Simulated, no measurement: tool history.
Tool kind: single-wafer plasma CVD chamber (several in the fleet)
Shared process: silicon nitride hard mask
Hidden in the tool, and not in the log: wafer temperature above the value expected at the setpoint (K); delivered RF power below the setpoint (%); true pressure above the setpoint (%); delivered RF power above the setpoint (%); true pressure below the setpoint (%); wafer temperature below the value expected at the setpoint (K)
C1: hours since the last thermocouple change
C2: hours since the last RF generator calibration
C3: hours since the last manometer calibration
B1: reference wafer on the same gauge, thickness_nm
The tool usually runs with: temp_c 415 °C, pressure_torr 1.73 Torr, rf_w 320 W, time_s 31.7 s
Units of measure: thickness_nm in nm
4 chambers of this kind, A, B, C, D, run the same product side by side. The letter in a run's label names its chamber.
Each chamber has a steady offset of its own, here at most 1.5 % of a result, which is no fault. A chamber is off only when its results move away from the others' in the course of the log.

{"run": "1C", "hour": 12.9, "temp_c": 415, "pressure_torr": 1.73, "rf_w": 320, "time_s": 31.7, "C1": 1709.5, "C2": 1615.6, "C3": 507.0, "B1": 44.979, "thickness_nm": 38.277}
{"run": "2B", "hour": 27.1, "temp_c": 415, "pressure_torr": 1.73, "rf_w": 320, "time_s": 31.7, "C1": 1979.2, "C2": 37.8, "C3": 1890.9, "B1": 44.965, "thickness_nm": 38.559}
{"run": "3D", "hour": 38.3, "temp_c": 415, "pressure_torr": 1.73, "rf_w": 320, "time_s": 31.7, "C1": 1112.0, "C2": 515.4, "C3": 150.7, "B1": 44.989, "thickness_nm": 38.753}
{"run": "4A", "hour": 47.5, "temp_c": 415, "pressure_torr": 1.73, "rf_w": 320, "time_s": 31.7, "C1": 1989.2, "C2": 443.3, "C3": 994.9, "B1": 44.994, "thickness_nm": 38.506}
{"run": "5A", "hour": 59.0, "temp_c": 415, "pressure_torr": 1.39, "rf_w": 365, "time_s": 31.7, "C1": 2000.7, "C2": 454.8, "C3": 1006.4, "B1": 44.96, "thickness_nm": 39.36}
{"run": "6D", "hour": 71.7, "temp_c": 415, "pressure_torr": 1.39, "rf_w": 365, "time_s": 31.7, "C1": 1145.4, "C2": 548.8, "C3": 184.1, "B1": 45.011, "thickness_nm": 39.72}
{"hour": 81.0, "done": "chamber B: thermocouple changed; heater temperature recalibrated"}
{"run": "7B", "hour": 82.3, "temp_c": 415, "pressure_torr": 1.39, "rf_w": 365, "time_s": 31.7, "C1": 1.4, "C2": 93.0, "C3": 1946.1, "B1": 45.012, "thickness_nm": 39.198}
{"run": "8C", "hour": 97.3, "temp_c": 415, "pressure_torr": 1.39, "rf_w": 365, "time_s": 31.7, "C1": 1793.9, "C2": 1700.0, "C3": 591.4, "B1": 45.015, "thickness_nm": 39.004}
{"run": "9C", "hour": 111.6, "temp_c": 415, "pressure_torr": 1.73, "rf_w": 320, "time_s": 31.7, "C1": 1808.2, "C2": 1714.3, "C3": 605.7, "B1": 44.998, "thickness_nm": 38.309}
{"run": "10B", "hour": 122.9, "temp_c": 415, "pressure_torr": 1.73, "rf_w": 320, "time_s": 31.7, "C1": 42.0, "C2": 133.6, "C3": 1986.7, "B1": 45.023, "thickness_nm": 38.79}
{"run": "11D", "hour": 135.0, "temp_c": 415, "pressure_torr": 1.73, "rf_w": 320, "time_s": 31.7, "C1": 1208.7, "C2": 612.1, "C3": 247.4, "B1": 44.995, "thickness_nm": 38.839}
{"run": "12A", "hour": 144.9, "temp_c": 415, "pressure_torr": 1.73, "rf_w": 320, "time_s": 31.7, "C1": 2086.6, "C2": 540.7, "C3": 1092.3, "B1": 45.003, "thickness_nm": 38.521}
{"run": "13B", "hour": 156.0, "temp_c": 415, "pressure_torr": 1.73, "rf_w": 320, "time_s": 31.7, "C1": 75.1, "C2": 166.7, "C3": 2019.8, "B1": 44.977, "thickness_nm": 38.633}
{"run": "14C", "hour": 163.1, "temp_c": 415, "pressure_torr": 1.52, "rf_w": 320, "time_s": 36.3, "C1": 1859.7, "C2": 1765.8, "C3": 657.2, "B1": 45.017, "thickness_nm": 42.318}
{"run": "15A", "hour": 175.0, "temp_c": 415, "pressure_torr": 1.52, "rf_w": 320, "time_s": 36.3, "C1": 2116.7, "C2": 570.8, "C3": 1122.4, "B1": 44.983, "thickness_nm": 42.523}
{"hour": 181.4, "done": "chamber A: thermocouple changed; heater temperature recalibrated"}
{"run": "16D", "hour": 182.6, "temp_c": 415, "pressure_torr": 1.52, "rf_w": 320, "time_s": 36.3, "C1": 1256.3, "C2": 659.7, "C3": 295.0, "B1": 44.972, "thickness_nm": 42.876}
{"run": "17A", "hour": 193.7, "temp_c": 415, "pressure_torr": 1.52, "rf_w": 320, "time_s": 36.3, "C1": 12.3, "C2": 589.5, "C3": 1141.1, "B1": 45.024, "thickness_nm": 42.619}
{"run": "18B", "hour": 201.0, "temp_c": 415, "pressure_torr": 1.73, "rf_w": 320, "time_s": 31.7, "C1": 120.1, "C2": 211.7, "C3": 2064.8, "B1": 45.014, "thickness_nm": 38.595}
{"run": "19D", "hour": 208.8, "temp_c": 415, "pressure_torr": 1.73, "rf_w": 320, "time_s": 31.7, "C1": 1282.5, "C2": 685.9, "C3": 321.2, "B1": 44.99, "thickness_nm": 38.764}
{"hour": 212.2, "done": "chamber C: RF generator calibrated"}
{"run": "20C", "hour": 219.3, "temp_c": 415, "pressure_torr": 1.73, "rf_w": 320, "time_s": 31.7, "C1": 1915.9, "C2": 7.2, "C3": 713.4, "B1": 45.019, "thickness_nm": 38.102}
{"run": "21C", "hour": 232.4, "temp_c": 415, "pressure_torr": 1.73, "rf_w": 295, "time_s": 37.7, "C1": 1929.0, "C2": 20.3, "C3": 726.5, "B1": 44.983, "thickness_nm": 43.088}
{"run": "22B", "hour": 242.6, "temp_c": 415, "pressure_torr": 1.73, "rf_w": 295, "time_s": 37.7, "C1": 161.7, "C2": 253.3, "C3": 2106.4, "B1": 44.991, "thickness_nm": 43.542}
{"run": "23D", "hour": 253.4, "temp_c": 415, "pressure_torr": 1.73, "rf_w": 295, "time_s": 37.7, "C1": 1327.1, "C2": 730.5, "C3": 365.8, "B1": 45.003, "thickness_nm": 43.749}
{"run": "24A", "hour": 264.5, "temp_c": 415, "pressure_torr": 1.73, "rf_w": 295, "time_s": 37.7, "C1": 83.1, "C2": 660.3, "C3": 1211.9, "B1": 45.01, "thickness_nm": 43.632}
{"run": "25A", "hour": 280.0, "temp_c": 415, "pressure_torr": 1.73, "rf_w": 320, "time_s": 31.7, "C1": 98.6, "C2": 675.8, "C3": 1227.4, "B1": 45.01, "thickness_nm": 38.53}
{"run": "26D", "hour": 292.1, "temp_c": 415, "pressure_torr": 1.73, "rf_w": 320, "time_s": 31.7, "C1": 1365.8, "C2": 769.2, "C3": 404.5, "B1": 45.014, "thickness_nm": 38.795}
{"run": "27C", "hour": 306.4, "temp_c": 415, "pressure_torr": 1.73, "rf_w": 320, "time_s": 31.7, "C1": 2003.0, "C2": 94.3, "C3": 800.5, "B1": 45.013, "thickness_nm": 38.043}
{"run": "28B", "hour": 316.6, "temp_c": 415, "pressure_torr": 1.73, "rf_w": 320, "time_s": 31.7, "C1": 235.7, "C2": 327.3, "C3": 2180.4, "B1": 45.005, "thickness_nm": 38.624}
{"run": "29D", "hour": 329.7, "temp_c": 415, "pressure_torr": 1.52, "rf_w": 300, "time_s": 31.7, "C1": 1403.4, "C2": 806.8, "C3": 442.1, "B1": 44.99, "thickness_nm": 35.914}
{"run": "30A", "hour": 343.3, "temp_c": 415, "pressure_torr": 1.52, "rf_w": 300, "time_s": 31.7, "C1": 161.9, "C2": 739.1, "C3": 1290.7, "B1": 45.017, "thickness_nm": 35.641}
{"run": "31B", "hour": 355.9, "temp_c": 415, "pressure_torr": 1.52, "rf_w": 300, "time_s": 31.7, "C1": 275.0, "C2": 366.6, "C3": 2219.7, "B1": 45.022, "thickness_nm": 35.794}
{"run": "32C", "hour": 367.2, "temp_c": 415, "pressure_torr": 1.52, "rf_w": 300, "time_s": 31.7, "C1": 2063.8, "C2": 155.1, "C3": 861.3, "B1": 45.005, "thickness_nm": 35.022}
{"run": "33B", "hour": 381.7, "temp_c": 415, "pressure_torr": 1.73, "rf_w": 320, "time_s": 31.7, "C1": 300.8, "C2": 392.4, "C3": 2245.5, "B1": 44.997, "thickness_nm": 38.669}
{"run": "34C", "hour": 392.9, "temp_c": 415, "pressure_torr": 1.73, "rf_w": 320, "time_s": 31.7, "C1": 2089.5, "C2": 180.8, "C3": 887.0, "B1": 44.992, "thickness_nm": 37.882}
{"hour": 401.0, "done": "chamber A: capacitance manometer re-zeroed and calibrated"}
{"run": "35D", "hour": 404.6, "temp_c": 415, "pressure_torr": 1.73, "rf_w": 320, "time_s": 31.7, "C1": 1478.3, "C2": 881.7, "C3": 517.0, "B1": 45.011, "thickness_nm": 38.69}
{"run": "36A", "hour": 418.3, "temp_c": 415, "pressure_torr": 1.73, "rf_w": 320, "time_s": 31.7, "C1": 236.9, "C2": 814.1, "C3": 17.4, "B1": 45.028, "thickness_nm": 38.507}
{"run": "37D", "hour": 428.6, "temp_c": 415, "pressure_torr": 1.73, "rf_w": 320, "time_s": 31.7, "C1": 1502.3, "C2": 905.7, "C3": 541.0, "B1": 45.015, "thickness_nm": 38.914}
{"run": "38A", "hour": 443.9, "temp_c": 415, "pressure_torr": 1.73, "rf_w": 320, "time_s": 31.7, "C1": 262.5, "C2": 839.7, "C3": 43.0, "B1": 44.993, "thickness_nm": 38.544}

Each of the 4 chambers runs these same settings next. Fill in every chamber's results:
{"run": "39A", "hour": 455.2, "temp_c": 415, "pressure_torr": 1.73, "rf_w": 320, "time_s": 31.7, "thickness_nm": "?"}
{"run": "39B", "hour": 455.2, "temp_c": 415, "pressure_torr": 1.73, "rf_w": 320, "time_s": 31.7, "thickness_nm": "?"}
{"run": "39C", "hour": 455.2, "temp_c": 415, "pressure_torr": 1.73, "rf_w": 320, "time_s": 31.7, "thickness_nm": "?"}
{"run": "39D", "hour": 455.2, "temp_c": 415, "pressure_torr": 1.73, "rf_w": 320, "time_s": 31.7, "thickness_nm": "?"}

run=39A thickness_nm=38.530
run=39B thickness_nm=38.665
run=39C thickness_nm=37.812
run=39D thickness_nm=38.686
